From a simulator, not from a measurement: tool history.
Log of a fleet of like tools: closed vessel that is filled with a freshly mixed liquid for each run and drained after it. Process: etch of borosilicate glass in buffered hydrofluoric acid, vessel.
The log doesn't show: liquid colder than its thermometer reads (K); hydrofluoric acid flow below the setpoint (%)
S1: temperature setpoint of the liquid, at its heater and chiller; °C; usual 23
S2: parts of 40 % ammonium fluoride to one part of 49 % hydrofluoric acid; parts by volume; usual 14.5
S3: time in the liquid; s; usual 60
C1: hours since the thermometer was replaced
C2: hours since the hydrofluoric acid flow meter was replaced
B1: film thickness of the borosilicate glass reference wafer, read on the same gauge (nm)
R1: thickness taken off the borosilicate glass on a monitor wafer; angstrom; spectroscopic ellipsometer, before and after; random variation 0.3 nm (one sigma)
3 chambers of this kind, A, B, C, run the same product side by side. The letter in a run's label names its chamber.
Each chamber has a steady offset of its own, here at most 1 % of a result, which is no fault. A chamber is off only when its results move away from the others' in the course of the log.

run,hour,S1,S2,S3,C1,C2,B1,R1
1C,4.7,23,14.5,60,2521.3,627,109.95,492.46
2B,7.7,23,14.5,60,1044.2,889.7,109.99,485.95
3A,11.9,23,14.5,60,69.8,201.7,110.03,491.87
4B,16,23,14.5,60,1052.5,898,109.97,490.85
5A,20.5,23,14.5,60,78.4,210.3,110.02,488.79
# hour 23.5: chamber C: hydrofluoric acid flow meter replaced
6C,24,23,14.5,60,2540.6,0.5,109.93,488.39
7C,27.7,23,14.5,60,2544.3,4.2,110,489.84
# hour 27.9: chamber B: hydrofluoric acid flow meter replaced
8A,30.4,23,14.5,60,88.3,220.2,109.99,495.13
9B,32.8,23,14.5,60,1069.3,5,110,490.98
10A,36.1,23,14.5,60,94,225.9,110.03,491.72
11B,38.9,23,14.5,60,1075.4,11.1,109.99,486.66
12C,42.1,23,14.5,60,2558.7,18.6,109.99,491.57
13A,46.9,23,14.5,60,104.8,236.7,110.03,494.96
# hour 47.9: chamber C: thermometer replaced
14B,50.8,23,14.5,60,1087.3,23,110.02,498.41
15C,53.8,23,14.5,60,5.9,30.3,110.02,489.36
16C,58,23,10,60,10.1,34.5,110,698.74
17B,60.2,23,10,60,1096.7,32.4,110.01,702.41
18A,63.8,23,10,60,121.7,253.6,109.98,711.54
19A,66.6,23,14.5,60,124.5,256.4,110.04,492.76
20C,69.7,23,14.5,60,21.8,46.2,109.99,488.53
21B,74.1,23,14.5,60,1110.6,46.3,110.03,489.81
22A,76.8,23,17.5,80,134.7,266.6,109.99,547.83
23B,79.8,23,17.5,80,1116.3,52,109.96,547.67
24C,82.8,23,17.5,80,34.9,59.3,109.97,537.79
25B,84.9,23,14.5,60,1121.4,57.1,110.03,485.71
26A,89.4,23,11,60,147.3,279.2,110.02,656.46
27C,92.6,23,11,60,44.7,69.1,109.99,642.88
28C,95.5,23,11,60,47.6,72,109.97,639.41

Is one chamber off against the others, does the gauge drift, or is nothing wrong? If a chamber is off, say which, and what the likeliest cause is.

No chamber stands off beyond its own small offset, and the gauge holds steady.
